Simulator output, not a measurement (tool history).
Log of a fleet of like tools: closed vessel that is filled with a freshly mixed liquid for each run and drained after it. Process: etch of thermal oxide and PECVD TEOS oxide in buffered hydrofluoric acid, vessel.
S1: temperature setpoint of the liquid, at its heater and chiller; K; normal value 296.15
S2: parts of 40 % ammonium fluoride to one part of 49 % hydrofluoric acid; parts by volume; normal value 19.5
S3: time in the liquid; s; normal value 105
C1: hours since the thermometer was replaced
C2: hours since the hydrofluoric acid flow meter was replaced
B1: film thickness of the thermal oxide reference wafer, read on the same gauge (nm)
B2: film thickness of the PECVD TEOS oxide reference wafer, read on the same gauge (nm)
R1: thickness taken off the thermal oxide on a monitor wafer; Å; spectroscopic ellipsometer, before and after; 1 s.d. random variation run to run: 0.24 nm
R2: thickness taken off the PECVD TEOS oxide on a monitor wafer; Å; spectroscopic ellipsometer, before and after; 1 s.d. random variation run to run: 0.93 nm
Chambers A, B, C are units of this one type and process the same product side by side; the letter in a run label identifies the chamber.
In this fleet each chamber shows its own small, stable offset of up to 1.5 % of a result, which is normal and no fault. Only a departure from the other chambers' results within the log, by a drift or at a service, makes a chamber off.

run,hour,S1,S2,S3,C1,C2,B1,B2,R1,R2
1B,12.2,296.15,19.5,105,509.5,161,30.025,29.975,583.79,1988.2
2C,20.9,296.15,19.5,105,169.4,564.4,29.993,29.99,580.42,1947.9
3A,27.8,296.15,19.5,105,367.5,305.6,29.996,29.997,586.46,1964.7
4B,38.8,296.15,19.5,105,536.1,187.6,30.007,30.027,580.69,1980.5
5A,46.2,296.15,19.5,105,385.9,324,29.982,29.956,589.81,1973.4
6C,57.5,296.15,19.5,105,206,601,30.004,30.032,583.53,1953.7
7C,64,300.65,19.5,75,212.5,607.5,30.016,30.029,534.14,1777.7
8B,70.9,300.65,19.5,75,568.2,219.7,30.014,30.058,528.65,1799
9A,81.8,300.65,19.5,75,421.5,359.6,30.011,30.023,537.72,1807.1
10C,94,296.15,19.5,105,242.5,637.5,30.013,30.005,583.86,1950.3
11A,102.3,296.15,19.5,105,442,380.1,30.007,29.981,584.62,1944.8
12B,111.3,293.65,19.5,105,608.6,260.1,30.035,29.975,510.93,1724.4
13C,118.8,293.65,19.5,105,267.3,662.3,29.992,29.989,511.66,1717
14B,130.6,293.65,19.5,105,627.9,279.4,29.99,29.993,507.28,1730.3
15A,141,296.15,12,80,480.7,418.8,30.002,30.008,723.57,2423.5
16B,148.9,296.15,12,80,646.2,297.7,29.98,30.021,712.43,2408.9
17C,159.4,296.15,12,80,307.9,702.9,29.997,29.943,726.54,2409.7
18A,170.1,296.15,19.5,105,509.8,447.9,30.018,29.983,588.07,1949.3
19C,180.3,296.15,19.5,105,328.8,723.8,30.006,29.996,581.51,1964
20A,186.1,292.65,19.5,85,525.8,463.9,30.001,30.006,389.46,1300.2
21B,193.6,292.65,19.5,85,690.9,342.4,29.991,30.054,390.55,1326.1
22C,203.6,292.65,19.5,85,352.1,747.1,30.006,30.011,391.51,1308.2
23A,210.6,296.15,19.5,105,550.3,488.4,30.018,30.029,590.87,1965.8
24B,221.2,296.15,19.5,105,718.5,370,30,29.997,585.76,1977.3
25B,232.3,300.15,19.5,60,729.6,381.1,29.973,29.985,413.44,1402.2
26A,243.9,300.15,19.5,60,583.6,521.7,30.024,30,421.55,1396.5
27C,254.7,300.15,19.5,60,403.2,798.2,29.984,29.989,414.6,1384.7
28A,266.1,296.15,19.5,105,605.8,543.9,29.982,29.985,591,1963.8
29C,271.8,296.15,19.5,105,420.3,815.3,29.992,29.982,584.48,1948.5
30B,282.1,296.15,19.5,105,779.4,430.9,29.989,30.036,581.93,1980.8
31C,290.5,296.15,19.5,105,439,834,30.005,30.027,583.86,1950.4
32A,302.3,296.15,19.5,105,642,580.1,29.988,30.013,591.2,1958
33B,311.6,296.15,19.5,105,808.9,460.4,30.001,29.987,584.29,1968.5
34C,318.9,296.15,19.5,105,467.4,862.4,29.992,30.003,583.99,1952.1

Is one chamber off against the others, does the gauge drift, or is nothing wrong? If a chamber is off, say which, and what the likeliest cause is.

All chambers stay in line apart from their small fixed offsets, and the gauge does not drift.
